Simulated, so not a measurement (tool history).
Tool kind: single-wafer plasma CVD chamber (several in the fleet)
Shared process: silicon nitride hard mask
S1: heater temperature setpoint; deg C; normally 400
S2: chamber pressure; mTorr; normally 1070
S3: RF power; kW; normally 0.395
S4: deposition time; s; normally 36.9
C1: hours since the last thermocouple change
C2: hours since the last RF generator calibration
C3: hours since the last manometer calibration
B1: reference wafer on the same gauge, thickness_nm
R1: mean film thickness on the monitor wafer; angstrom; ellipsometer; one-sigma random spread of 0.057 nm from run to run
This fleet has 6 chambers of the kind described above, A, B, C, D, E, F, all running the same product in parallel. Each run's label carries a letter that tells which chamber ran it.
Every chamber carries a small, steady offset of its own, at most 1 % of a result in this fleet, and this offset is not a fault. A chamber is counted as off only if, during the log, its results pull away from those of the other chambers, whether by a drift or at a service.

run   hour   S1    S2     S3    S4      C1      C2      C3      B1      R1
 1F    3.4  400  1070  0.395  36.9  1135.2  1513.3  1248.2  41.076  450.17
 2A    5.8  400  1070  0.395  36.9  2250.3  1733.3   602.7  41.085  446.40
 3C   10.3  400  1070  0.395  36.9  1902.9  1973.5   228.8  41.085  444.23
 4B   15.1  400  1070  0.395  36.9  2106.1   866.6   423.6  41.088  446.80
 5D   19.9  400   830  0.420  36.9   378.1   460.4   989.3  41.082  424.23
 6E   23.6  400   830  0.420  36.9  2292.0   759.4   202.1  41.074  420.93
 7A   27.0  400   830  0.420  36.9  2271.5  1754.5   623.9  41.069  422.48
 8B   30.3  400   830  0.420  36.9  2121.3   881.8   438.8  41.066  423.30
 9D   34.3  400   830  0.420  36.9   392.5   474.8  1003.7  41.049  423.46
10F   38.6  400   830  0.420  36.9  1170.4  1548.5  1283.4  41.054  425.77
11E   40.8  400  1070  0.460  42.6  2309.2   776.6   219.3  41.043  562.42
12C   43.4  400  1070  0.460  42.6  1936.0  2006.6   261.9  41.050  556.86
13B   47.9  400  1070  0.460  42.6  2138.9   899.4   456.4  41.022  563.09
14C   52.3  400  1070  0.460  42.6  1944.9  2015.5   270.8  41.027  555.75
15A   55.5  400  1070  0.460  42.6  2300.0  1783.0   652.4  41.038  561.54
16D   60.0  400  1070  0.460  42.6   418.2   500.5  1029.4  41.011  564.24
17E   62.5  400  1070  0.395  36.9  2330.9   798.3   241.0  41.017  444.36
18F   65.0  400  1070  0.395  36.9  1196.8  1574.9  1309.8  41.016  448.04
19E   68.1  400  1070  0.395  36.9  2336.5   803.9   246.6  41.017  444.05
20F   72.2  400  1070  0.395  36.9  1204.0  1582.1  1317.0  41.004  447.85
21A   77.1  411  1070  0.435  36.9  2321.6  1804.6   674.0  40.988  468.86
22B   81.9  411  1070  0.435  36.9  2172.9   933.4   490.4  40.996  469.35
      82.6  -- chamber B: RF generator calibrated
23D   85.9  411  1070  0.435  36.9   444.1   526.4  1055.3  40.974  471.08
24C   90.1  411  1070  0.435  36.9  1982.7  2053.3   308.6  40.988  464.52
25E   92.6  411  1070  0.435  36.9  2361.0   828.4   271.1  40.987  468.39
26A   97.6  411  1070  0.435  36.9  2342.1  1825.1   694.5  40.962  469.60
27F  102.1  400  1070  0.395  36.9  1233.9  1612.0  1346.9  40.967  447.11
28B  106.2  400  1070  0.395  36.9  2197.2    23.6   514.7  40.959  445.64
29D  109.0  400  1070  0.395  36.9   467.2   549.5  1078.4  40.964  446.14
30C  114.0  400  1070  0.395  36.9  2006.6  2077.2   332.5  40.945  440.99
31F  119.0  400  1070  0.395  36.9  1250.8  1628.9  1363.8  40.945  446.96
32C  121.7  411  1070  0.470  36.9  2014.3  2084.9   340.2  40.940  486.93
33D  125.1  411  1070  0.470  36.9   483.3   565.6  1094.5  40.938  491.04
34B  128.0  411  1070  0.470  36.9  2219.0    45.4   536.5  40.932  491.72
35A  132.1  411  1070  0.470  36.9  2376.6  1859.6   729.0  40.923  490.79
36E  134.7  411  1070  0.470  36.9  2403.1   870.5   313.2  40.925  489.79
37B  137.4  411  1070  0.470  36.9  2228.4    54.8   545.9  40.914  490.51
38A  142.2  400  1070  0.395  36.9  2386.7  1869.7   739.1  40.919  443.55
39D  144.6  400  1070  0.395  36.9   502.8   585.1  1114.0  40.917  446.47
40E  147.0  390  1270  0.395  36.9  2415.4   882.8   325.5  40.898  471.60
41C  151.4  390  1270  0.395  36.9  2044.0  2114.6   369.9  40.907  467.92
42F  156.4  390  1270  0.395  36.9  1288.2  1666.3  1401.2  40.905  475.62
43C  160.0  390  1270  0.395  36.9  2052.6  2123.2   378.5  40.891  467.18

Next, all 6 chambers run the settings below, one line each with question marks for the results. What does each chamber give?
44A  163.7  400  1070  0.395  36.9                   ?
44B  163.7  400  1070  0.395  36.9                   ?
44C  163.7  400  1070  0.395  36.9                   ?
44D  163.7  400  1070  0.395  36.9                   ?
44E  163.7  400  1070  0.395  36.9                   ?
44F  163.7  400  1070  0.395  36.9                   ?

run      R1
44A  443.98
44B  443.97
44C  440.81
44D  445.02
44E  443.24
44F  446.91
